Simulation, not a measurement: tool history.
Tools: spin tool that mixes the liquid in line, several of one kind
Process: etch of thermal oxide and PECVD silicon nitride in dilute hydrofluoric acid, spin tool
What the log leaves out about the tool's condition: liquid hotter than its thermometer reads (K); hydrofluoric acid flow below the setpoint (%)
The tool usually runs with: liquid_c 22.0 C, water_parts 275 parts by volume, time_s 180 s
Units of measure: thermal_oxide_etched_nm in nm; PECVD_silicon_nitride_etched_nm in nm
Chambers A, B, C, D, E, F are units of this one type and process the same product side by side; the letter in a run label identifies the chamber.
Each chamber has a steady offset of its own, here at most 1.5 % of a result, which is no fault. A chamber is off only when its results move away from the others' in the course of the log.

run   hour  liquid_c  water_parts  time_s  hours since the thermometer was replaced  hours since the hydrofluoric acid flow meter was replaced  read-back film thickness of the thermal oxide reference wafer, read on the same gauge (nm)  read-back film thickness of the PECVD silicon nitride reference wafer, read on the same gauge (nm)  thermal_oxide_etched_nm  PECVD_silicon_nitride_etched_nm
 1F    4.1      22.0          275     180                                    2216.8                                                      140.9                                                                                      90.007                                                                                              120.00                   2.5837                           2.8334
 2A    8.7      22.0          275     180                                    1875.5                                                     1676.3                                                                                      89.984                                                                                              119.99                   2.5437                           2.7532
 3D   13.3      22.0          275     180                                    1865.9                                                      167.1                                                                                      89.942                                                                                              120.00                   2.5643                           2.6773
 4B   18.9      22.0          275     180                                     226.2                                                     1148.3                                                                                      90.008                                                                                              120.00                   2.5407                           2.6680
 5E   24.0      22.0          275     180                                      69.5                                                      539.3                                                                                      89.970                                                                                              120.00                   2.5489                           2.6045
 6C   29.9      22.0          275     180                                     353.7                                                     2145.2                                                                                      90.023                                                                                              119.99                   2.5420                           2.6307
 7C   37.9      22.0          370     265                                     361.7                                                     2153.2                                                                                      90.006                                                                                              120.00                   2.5475                           2.9395
 8A   45.7      22.0          370     265                                    1912.5                                                     1713.3                                                                                      89.995                                                                                              120.02                   2.5911                           2.9609
 9D   51.3      22.0          370     265                                    1903.9                                                      205.1                                                                                      90.006                                                                                              120.01                   2.5822                           3.0021
10E   55.9      22.0          370     265                                     101.4                                                      571.2                                                                                      90.029                                                                                              119.99                   2.5470                           2.9159
      56.6  -- chamber E: hydrofluoric acid flow meter replaced
11F   61.0      22.0          370     265                                    2273.7                                                      197.8                                                                                      90.051                                                                                              120.01                   2.5306                           3.0820
12B   66.5      22.0          370     265                                     273.8                                                     1195.9                                                                                      90.001                                                                                              119.97                   2.5516                           2.9682
13D   72.7      22.0          275     180                                    1925.3                                                      226.5                                                                                      90.011                                                                                              120.00                   2.5306                           2.6652
14E   80.3      22.0          275     180                                     125.8                                                       23.7                                                                                      90.031                                                                                              120.00                   2.5344                           2.6463
15B   85.7      22.0          275     180                                     293.0                                                     1215.1                                                                                      89.986                                                                                              119.99                   2.5242                           2.6714
16C   93.5      22.0          275     180                                     417.3                                                     2208.8                                                                                      89.974                                                                                              119.99                   2.5667                           2.7188
17F   97.9      22.0          275     180                                    2310.6                                                      234.7                                                                                      89.967                                                                                              120.00                   2.5136                           2.7923
18A  102.6      22.0          275     180                                    1969.4                                                     1770.2                                                                                      90.038                                                                                              120.01                   2.5652                           2.6193
     106.3  -- chamber C: hydrofluoric acid flow meter replaced
19B  108.7      22.0          275     180                                     316.0                                                     1238.1                                                                                      89.949                                                                                              120.01                   2.5264                           2.6751
20D  115.7      22.0          275     180                                    1968.3                                                      269.5                                                                                      90.016                                                                                              120.01                   2.5400                           2.7251
21F  122.4      19.0          275     180                                    2335.1                                                      259.2                                                                                      89.995                                                                                              120.00                   2.2615                           2.2568
22E  126.4      19.0          275     180                                     171.9                                                       69.8                                                                                      90.007                                                                                              120.00                   2.2819                           2.2213
23A  132.3      19.0          275     180                                    1999.1                                                     1799.9                                                                                      90.034                                                                                              120.01                   2.2880                           2.2732
24C  137.3      19.0          275     180                                     461.1                                                       31.1                                                                                      90.011                                                                                              120.01                   2.3278                           2.3407
25D  144.3      19.0          275     180                                    1996.9                                                      298.1                                                                                      90.008                                                                                              120.00                   2.2532                           2.2677
26A  148.6      19.0          275     180                                    2015.4                                                     1816.2                                                                                      90.004                                                                                              120.00                   2.2976                           2.2645
27E  154.9      18.5          345     180                                     200.4                                                       98.3                                                                                      89.979                                                                                              119.99                   1.6857                           1.7152
28F  159.7      18.5          345     180                                    2372.4                                                      296.5                                                                                      90.055                                                                                              119.99                   1.6753                           1.7468
29B  166.4      18.5          345     180                                     373.7                                                     1295.8                                                                                      89.973                                                                                              120.01                   1.6850                           1.6958
30C  174.5      18.5          345     180                                     498.3                                                       68.3                                                                                      90.019                                                                                              120.01                   1.7338                           1.8778
31E  180.0      18.5          345     180                                     225.5                                                      123.4                                                                                      90.040                                                                                              120.00                   1.6925                           1.7314
32D  188.1      18.5          345     180                                    2040.7                                                      341.9                                                                                      89.986                                                                                              120.01                   1.7086                           1.7334
33B  192.9      22.0          275     180                                     400.2                                                     1322.3                                                                                      89.967                                                                                              120.00                   2.5518                           2.7142
34A  200.8      22.0          275      85                                    2067.6                                                     1868.4                                                                                      89.989                                                                                              119.99                   1.2066                           1.2710
35C  207.9      22.0          275      85                                     531.7                                                      101.7                                                                                      89.951                                                                                              119.98                   1.2645                           1.3988
36F  214.8      22.0          275      85                                    2427.5                                                      351.6                                                                                      89.951                                                                                              120.00                   1.2014                           1.2623
37E  221.8      22.0          275      85                                     267.3                                                      165.2                                                                                      90.016                                                                                              120.01                   1.1961                           1.2408
38C  226.0      22.0          275      85                                     549.8                                                      119.8                                                                                      89.980                                                                                              120.00                   1.2791                           1.4190
39A  234.3      22.0          275      85                                    2101.1                                                     1901.9                                                                                      89.980                                                                                              119.98                   1.2103                           1.2703

Does one chamber stand apart from the rest, does the shared gauge drift, or is all well apart from small per-chamber offsets? Give the chamber and the most likely cause, where there is one.

Little by little, chamber C moves away from the other chambers.
What lies behind it: liquid hotter than its thermometer reads (K) = 1.95.

Here are 4 candidates for chamber C's next run, each the usual settings with a change, their results left as question marks. Which one brings its results back in line with what the others give on the usual settings?
Allowed miss from the other chambers' usual-settings mean, per result, to count as in line: thermal_oxide_etched_nm 0.0710 nm; PECVD_silicon_nitride_etched_nm 0.1300 nm
40C-1  240.4      19.0          240     145                                                                                                                                                                                                                                                                                                                             ?                                ?
40C-2  240.4      25.0          305     215                                                                                                                                                                                                                                                                                                                             ?                                ?
40C-3  240.4      20.5          260     165                                                                                                                                                                                                                                                                                                                             ?                                ?
40C-4  240.4      23.5          290     195                                                                                                                                                                                                                                                                                                                             ?                                ?

On the usual settings, the other chambers give on average: thermal_oxide_etched_nm 2.5492 nm; PECVD_silicon_nitride_etched_nm 2.6964 nm
  run  thermal_oxide_etched_nm  PECVD_silicon_nitride_etched_nm
40C-1                   2.3326                           2.3226
40C-2                   3.1479                           3.9279
40C-3                   2.5377                           2.6866
40C-4                   2.8994                           3.4275
40C-3 puts the chamber back in line with the other chambers.

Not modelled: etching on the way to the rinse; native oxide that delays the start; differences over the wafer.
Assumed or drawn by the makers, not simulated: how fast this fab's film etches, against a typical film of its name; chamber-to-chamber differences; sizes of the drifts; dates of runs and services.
